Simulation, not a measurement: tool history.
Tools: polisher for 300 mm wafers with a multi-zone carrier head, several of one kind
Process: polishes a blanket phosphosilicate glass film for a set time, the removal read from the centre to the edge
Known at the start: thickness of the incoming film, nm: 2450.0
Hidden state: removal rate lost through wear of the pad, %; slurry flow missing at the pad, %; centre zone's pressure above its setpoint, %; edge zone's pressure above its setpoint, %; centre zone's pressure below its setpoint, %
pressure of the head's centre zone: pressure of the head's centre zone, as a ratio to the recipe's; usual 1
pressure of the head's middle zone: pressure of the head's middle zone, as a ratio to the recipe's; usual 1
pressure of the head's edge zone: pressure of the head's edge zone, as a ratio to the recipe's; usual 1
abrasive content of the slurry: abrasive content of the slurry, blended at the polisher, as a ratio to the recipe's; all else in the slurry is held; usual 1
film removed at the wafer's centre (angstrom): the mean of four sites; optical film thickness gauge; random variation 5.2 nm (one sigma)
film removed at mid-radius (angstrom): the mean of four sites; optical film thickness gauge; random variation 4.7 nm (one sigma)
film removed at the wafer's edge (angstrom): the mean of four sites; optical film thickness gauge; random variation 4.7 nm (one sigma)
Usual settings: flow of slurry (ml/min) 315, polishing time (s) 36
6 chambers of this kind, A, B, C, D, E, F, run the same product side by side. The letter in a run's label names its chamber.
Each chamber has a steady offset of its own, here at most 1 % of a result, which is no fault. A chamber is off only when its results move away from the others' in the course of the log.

run	hour	flow of slurry (ml/min)	pressure of the head's centre zone	pressure of the head's middle zone	pressure of the head's edge zone	abrasive content of the slurry	polishing time (s)	wafers polished on this pad	hours since the slurry nozzle was cleaned	hours since the centre zone pressure was calibrated	hours since the edge zone pressure was calibrated	film removed at the wafer's centre (angstrom)	film removed at mid-radius (angstrom)	film removed at the wafer's edge (angstrom)
1D	5.2	315	1	1	1	1	36	430	64.2	837.4	39.2	3635.6	3531.1	3557
2B	8.9	315	1	1	1	1	36	443	134.4	458.2	84	3613.3	3592.6	3521
3F	13.4	315	1	1	1	1	36	439	155.8	87	692.7	3539.6	3708.4	3626.6
# hour 16.7: chamber B: worn pad replaced by a new one
4C	16.8	315	1	1	1	1	36	554	142.1	324.6	312.1	3658.3	3581.4	3569.6
# hour 17.2: chamber A: worn pad replaced by a new one
5A	19.4	315	1	1	1	1	36	23	188	436.3	567.5	3452.4	3564.5	3685.8
6E	23.2	315	1	1	1	1	36	483	60.2	1220.6	413.1	3563.7	3586.2	3675.4
7B	28.4	315	1	1	1	1	36	124	153.9	477.7	103.5	3589.7	3675.8	3641.9
8D	33.8	315	1	1	1	1	36	732	92.8	866	67.8	3666.8	3510.8	3654.8
9E	36.7	315	1	1	1	1	36	625	73.7	1234.1	426.6	3669.3	3557.4	3649.8
10F	41.1	315	1	1	1	1	36	731	183.5	114.7	720.4	3589.7	3601.7	3685.8
11C	46.7	315	1	1	1	1	36	869	172	354.5	342	3671.4	3589	3552.3
12A	51.5	315	1.07	1	1	1	36	362	220.1	468.4	599.6	3917.4	3505.7	3684.4
13B	54.2	315	1.07	1	1	1	36	396	179.7	503.5	129.3	3883.8	3548.1	3577.5
# hour 58.3: chamber F: worn pad replaced by a new one
14E	59.3	315	1.07	1	1	1	36	863	96.3	1256.7	449.2	3953.7	3518.4	3600.6
# hour 59.5: chamber E: worn pad replaced by a new one
15D	62.8	315	1.07	1	1	1	36	1037	121.8	895	96.8	3966.9	3571.1	3588.1
# hour 65.2: chamber B: worn pad replaced by a new one
16C	68	315	1.07	1	1	1	36	1094	193.3	375.8	363.3	3807.2	3556.9	3519.4
# hour 73.1: chamber D: worn pad replaced by a new one
17F	73.3	315	1.07	1	1	1	36	158	215.7	146.9	752.6	3916.1	3682.9	3667.3
18A	78.1	315	1	1	1	1	36	642	246.7	495	626.2	3538.4	3543.6	3625.5
# hour 79.3: chamber F: slurry nozzle cleaned
# hour 81.3: chamber C: slurry nozzle cleaned
19F	83.3	260	1	0.91	1	1	36	264	4.1	156.9	762.6	3535.5	3268.7	3602.5
20D	86.2	260	1	0.91	1	1	36	138	145.2	918.4	120.2	3560.1	3267.5	3488
21C	91.7	260	1	0.91	1	1	36	1344	10.5	399.5	387	3338	3042.9	3381
22A	94.8	260	1	0.91	1	1	36	818	263.4	511.7	642.9	3493.3	3213.9	3561.4
# hour 96.1: chamber A: worn pad replaced by a new one
23E	99.7	260	1	0.91	1	1	36	424	136.7	1297.1	489.6	3442.3	3244.9	3580.2
24B	102.7	260	1	0.91	1	1	36	395	228.2	552	177.8	3502.9	3229.4	3556.3
25A	105.5	315	1	1	1	1	36	99	274.1	522.4	653.6	3553	3534.4	3547.2
# hour 106.8: chamber B: slurry nozzle cleaned
26E	108.9	315	1	1	1	1	36	521	145.9	1306.3	498.8	3641.5	3467.7	3552.3
27C	114.1	315	1	1	1	1	36	1580	32.9	421.9	409.4	3421.6	3292.7	3369.9
28F	116.6	315	1	1	1	1	36	615	37.4	190.2	795.9	3528.3	3705.6	3603.4
29D	119.3	315	1	1	1	1	36	487	178.3	951.5	153.3	3731.2	3594.1	3623.6
# hour 123.6: chamber B: worn pad replaced by a new one
30B	124.7	315	1	1	1	1	36	12	17.9	574	199.8	3586.9	3603.3	3605.1
31E	128.1	315	1	1	1	1	36	723	165.1	1325.5	518	3523.5	3516.9	3557.6
32F	132	315	1	1	1	1	36	777	52.8	205.6	811.3	3512.9	3667.3	3588.5
33C	135.5	315	1	1	1	1	36	1806	54.3	443.3	430.8	3305.2	3313.6	3274.2
34A	139.5	315	1	1	1	1	36	457	308.1	556.4	687.6	3605.7	3618.5	3561.7
35D	142.3	315	1	1	1	1	36	730	201.3	974.5	176.3	3661.9	3643.1	3607.3
36B	147.4	315	1	1	1	1	36	251	40.6	596.7	222.5	3606	3610.9	3608.6

What goes on in this fleet: one chamber off, a drifting gauge, or nothing beyond the chambers' own small offsets? Name the chamber and the cause, if any.

Chamber C drifts away from the others.
Cause: removal rate lost through wear of the pad, % = 10.8.

Here are 4 candidates for chamber C's next run, each the usual settings with a change, their results left as question marks. Which one brings its results back in line with what the others give on the usual settings?
In line means no further than this from the other chambers' mean on the usual settings: film removed at the wafer's centre (angstrom) 180; film removed at mid-radius (angstrom) 160; film removed at the wafer's edge (angstrom) 170
37C-1	151.4	320	1	1	1.01	1.05	44					?	?	?
37C-2	151.4	315	1	1	1	0.95	33					?	?	?
37C-3	151.4	310	1	1	0.99	0.95	29					?	?	?
37C-4	151.4	315	1	1	1	1.05	39					?	?	?

The other chambers' mean on the usual settings: film removed at the wafer's centre (angstrom) 3593.5; film removed at mid-radius (angstrom) 3590.4; film removed at the wafer's edge (angstrom) 3600.8
run	film removed at the wafer's centre (angstrom)	film removed at mid-radius (angstrom)	film removed at the wafer's edge (angstrom)
37C-1	4050.9	3981.1	4047.8
37C-2	2899.7	2850.2	2884
37C-3	2544	2500.9	2518.4
37C-4	3584.8	3523.6	3565.4
37C-4 brings the chamber back in line.
